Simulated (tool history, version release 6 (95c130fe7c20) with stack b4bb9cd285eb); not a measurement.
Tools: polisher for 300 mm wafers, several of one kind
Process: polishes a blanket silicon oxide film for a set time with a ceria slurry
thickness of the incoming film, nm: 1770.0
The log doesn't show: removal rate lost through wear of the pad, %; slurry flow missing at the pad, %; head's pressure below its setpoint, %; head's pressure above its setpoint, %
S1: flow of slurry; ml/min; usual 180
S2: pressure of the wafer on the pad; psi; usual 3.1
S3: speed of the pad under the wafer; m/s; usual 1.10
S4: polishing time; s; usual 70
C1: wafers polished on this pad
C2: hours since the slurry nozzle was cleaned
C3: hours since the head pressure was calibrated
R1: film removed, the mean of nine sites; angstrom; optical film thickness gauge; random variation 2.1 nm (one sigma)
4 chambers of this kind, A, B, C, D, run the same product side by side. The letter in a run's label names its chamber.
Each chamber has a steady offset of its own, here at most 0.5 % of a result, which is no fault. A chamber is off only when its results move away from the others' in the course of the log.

{"hour": 1.0, "done": "chamber D: worn pad replaced by a new one"}
{"hour": 6.6, "done": "chamber B: slurry nozzle cleaned"}
{"run": "1A", "hour": 8.4, "S1": 180, "S2": 3.1, "S3": 1.1, "S4": 70, "C1": 691, "C2": 50.7, "C3": 258.0, "R1": 2744.4}
{"run": "2C", "hour": 17.9, "S1": 180, "S2": 3.1, "S3": 1.1, "S4": 70, "C1": 169, "C2": 125.1, "C3": 315.0, "R1": 2714.7}
{"run": "3B", "hour": 25.8, "S1": 180, "S2": 3.1, "S3": 1.1, "S4": 70, "C1": 689, "C2": 19.3, "C3": 579.7, "R1": 2714.6}
{"run": "4D", "hour": 31.7, "S1": 180, "S2": 3.1, "S3": 1.1, "S4": 70, "C1": 225, "C2": 296.7, "C3": 367.0, "R1": 2769.0}
{"run": "5D", "hour": 37.5, "S1": 180, "S2": 3.1, "S3": 1.1, "S4": 70, "C1": 268, "C2": 302.5, "C3": 372.8, "R1": 2757.0}
{"hour": 40.7, "done": "chamber A: head pressure recalibrated"}
{"hour": 44.3, "done": "chamber B: head pressure recalibrated"}
{"run": "6A", "hour": 47.4, "S1": 180, "S2": 3.1, "S3": 1.1, "S4": 70, "C1": 978, "C2": 89.7, "C3": 6.8, "R1": 2713.6}
{"hour": 53.7, "done": "chamber D: slurry nozzle cleaned"}
{"run": "7B", "hour": 56.5, "S1": 180, "S2": 3.1, "S3": 1.1, "S4": 70, "C1": 914, "C2": 50.0, "C3": 12.2, "R1": 2773.0}
{"hour": 57.9, "done": "chamber A: worn pad replaced by a new one"}
{"run": "8C", "hour": 64.5, "S1": 180, "S2": 3.1, "S3": 1.1, "S4": 70, "C1": 512, "C2": 171.7, "C3": 361.6, "R1": 2714.6}
{"run": "9C", "hour": 69.5, "S1": 180, "S2": 3.1, "S3": 1.1, "S4": 70, "C1": 549, "C2": 176.7, "C3": 366.6, "R1": 2746.4}
{"hour": 72.6, "done": "chamber B: worn pad replaced by a new one"}
{"run": "10B", "hour": 76.5, "S1": 225, "S2": 4.2, "S3": 1.1, "S4": 70, "C1": 29, "C2": 70.0, "C3": 32.2, "R1": 3858.9}
{"run": "11A", "hour": 82.9, "S1": 225, "S2": 4.2, "S3": 1.1, "S4": 70, "C1": 184, "C2": 125.2, "C3": 42.3, "R1": 3911.3}
{"run": "12D", "hour": 91.7, "S1": 225, "S2": 4.2, "S3": 1.1, "S4": 70, "C1": 666, "C2": 38.1, "C3": 427.0, "R1": 3860.3}
{"run": "13C", "hour": 98.7, "S1": 225, "S2": 4.2, "S3": 1.1, "S4": 70, "C1": 763, "C2": 205.9, "C3": 395.8, "R1": 3808.9}
{"run": "14B", "hour": 107.6, "S1": 180, "S2": 3.1, "S3": 1.1, "S4": 70, "C1": 257, "C2": 101.1, "C3": 63.3, "R1": 2731.4}
{"run": "15A", "hour": 117.1, "S1": 180, "S2": 3.1, "S3": 1.1, "S4": 70, "C1": 435, "C2": 159.4, "C3": 76.5, "R1": 2765.8}
{"run": "16D", "hour": 123.5, "S1": 180, "S2": 3.1, "S3": 1.1, "S4": 70, "C1": 900, "C2": 69.9, "C3": 458.8, "R1": 2722.8}
{"run": "17D", "hour": 128.4, "S1": 180, "S2": 3.1, "S3": 1.1, "S4": 70, "C1": 936, "C2": 74.8, "C3": 463.7, "R1": 2738.0}
{"hour": 131.3, "done": "chamber C: worn pad replaced by a new one"}
{"run": "18C", "hour": 132.8, "S1": 180, "S2": 3.1, "S3": 1.1, "S4": 70, "C1": 11, "C2": 240.0, "C3": 429.9, "R1": 2714.6}
{"hour": 135.2, "done": "chamber D: head pressure recalibrated"}
{"run": "19B", "hour": 138.7, "S1": 180, "S2": 3.1, "S3": 1.1, "S4": 70, "C1": 486, "C2": 132.2, "C3": 94.4, "R1": 2752.3}
{"run": "20A", "hour": 148.3, "S1": 180, "S2": 2.6, "S3": 1.1, "S4": 70, "C1": 664, "C2": 190.6, "C3": 107.7, "R1": 2311.4}
{"run": "21A", "hour": 155.2, "S1": 180, "S2": 2.6, "S3": 1.1, "S4": 70, "C1": 715, "C2": 197.5, "C3": 114.6, "R1": 2292.3}
{"run": "22C", "hour": 163.0, "S1": 180, "S2": 2.6, "S3": 1.1, "S4": 70, "C1": 233, "C2": 270.2, "C3": 460.1, "R1": 2275.1}
{"run": "23B", "hour": 172.6, "S1": 180, "S2": 2.6, "S3": 1.1, "S4": 70, "C1": 735, "C2": 166.1, "C3": 128.3, "R1": 2291.1}
{"run": "24D", "hour": 177.5, "S1": 180, "S2": 3.1, "S3": 1.1, "S4": 70, "C1": 1297, "C2": 123.9, "C3": 42.3, "R1": 2774.9}
{"hour": 181.1, "done": "chamber D: worn pad replaced by a new one"}
{"run": "25D", "hour": 185.0, "S1": 180, "S2": 3.1, "S3": 1.1, "S4": 70, "C1": 28, "C2": 131.4, "C3": 49.8, "R1": 2783.5}
{"hour": 185.9, "done": "chamber B: worn pad replaced by a new one"}
{"run": "26A", "hour": 194.1, "S1": 180, "S2": 3.1, "S3": 1.1, "S4": 70, "C1": 1001, "C2": 236.4, "C3": 153.5, "R1": 2773.3}
{"run": "27B", "hour": 202.1, "S1": 180, "S2": 3.1, "S3": 1.1, "S4": 70, "C1": 119, "C2": 195.6, "C3": 157.8, "R1": 2725.3}
{"run": "28C", "hour": 210.8, "S1": 150, "S2": 3.1, "S3": 1.1, "S4": 70, "C1": 584, "C2": 318.0, "C3": 507.9, "R1": 2597.8}
{"run": "29C", "hour": 219.3, "S1": 150, "S2": 3.1, "S3": 1.1, "S4": 70, "C1": 647, "C2": 326.5, "C3": 516.4, "R1": 2554.4}
{"run": "30B", "hour": 224.4, "S1": 150, "S2": 3.1, "S3": 1.1, "S4": 70, "C1": 283, "C2": 217.9, "C3": 180.1, "R1": 2633.2}
{"run": "31D", "hour": 229.1, "S1": 150, "S2": 3.1, "S3": 1.1, "S4": 70, "C1": 353, "C2": 175.5, "C3": 93.9, "R1": 2665.3}
{"hour": 232.1, "done": "chamber A: worn pad replaced by a new one"}
{"run": "32A", "hour": 237.3, "S1": 180, "S2": 3.1, "S3": 1.1, "S4": 70, "C1": 38, "C2": 279.6, "C3": 196.7, "R1": 2742.8}
{"run": "33B", "hour": 246.2, "S1": 180, "S2": 3.1, "S3": 1.1, "S4": 70, "C1": 443, "C2": 239.7, "C3": 201.9, "R1": 2741.0}
{"run": "34D", "hour": 255.7, "S1": 180, "S2": 3.1, "S3": 1.1, "S4": 70, "C1": 548, "C2": 202.1, "C3": 120.5, "R1": 2747.3}

Is one chamber off against the others, does the gauge drift, or is nothing wrong? If a chamber is off, say which, and what the likeliest cause is.

Chamber C drifts away from the others.
Cause: slurry flow missing at the pad, % = 23.5.
The log may not tell that from: head's pressure below its setpoint, %.

Here are 4 candidates for chamber C's next run, each the usual settings with a change, their results left as question marks. Which one brings its results back in line with what the others give on the usual settings?
In line means no further than this from the other chambers' mean on the usual settings: R1 72.0 angstrom
{"run": "35C-1", "hour": 262.9, "S1": 180, "S2": 3.0, "S3": 1.08, "S4": 70, "R1": "?"}
{"run": "35C-2", "hour": 262.9, "S1": 180, "S2": 3.2, "S3": 1.14, "S4": 72, "R1": "?"}
{"run": "35C-3", "hour": 262.9, "S1": 180, "S2": 3.1, "S3": 1.1, "S4": 73, "R1": "?"}
{"run": "35C-4", "hour": 262.9, "S1": 180, "S2": 3.0, "S3": 1.06, "S4": 68, "R1": "?"}

The other chambers' mean on the usual settings: R1 2747.5 angstrom
run=35C-1 R1=2503.6
run=35C-2 R1=2897.6
run=35C-3 R1=2747.1
run=35C-4 R1=2387.1
35C-3 brings the chamber back in line.
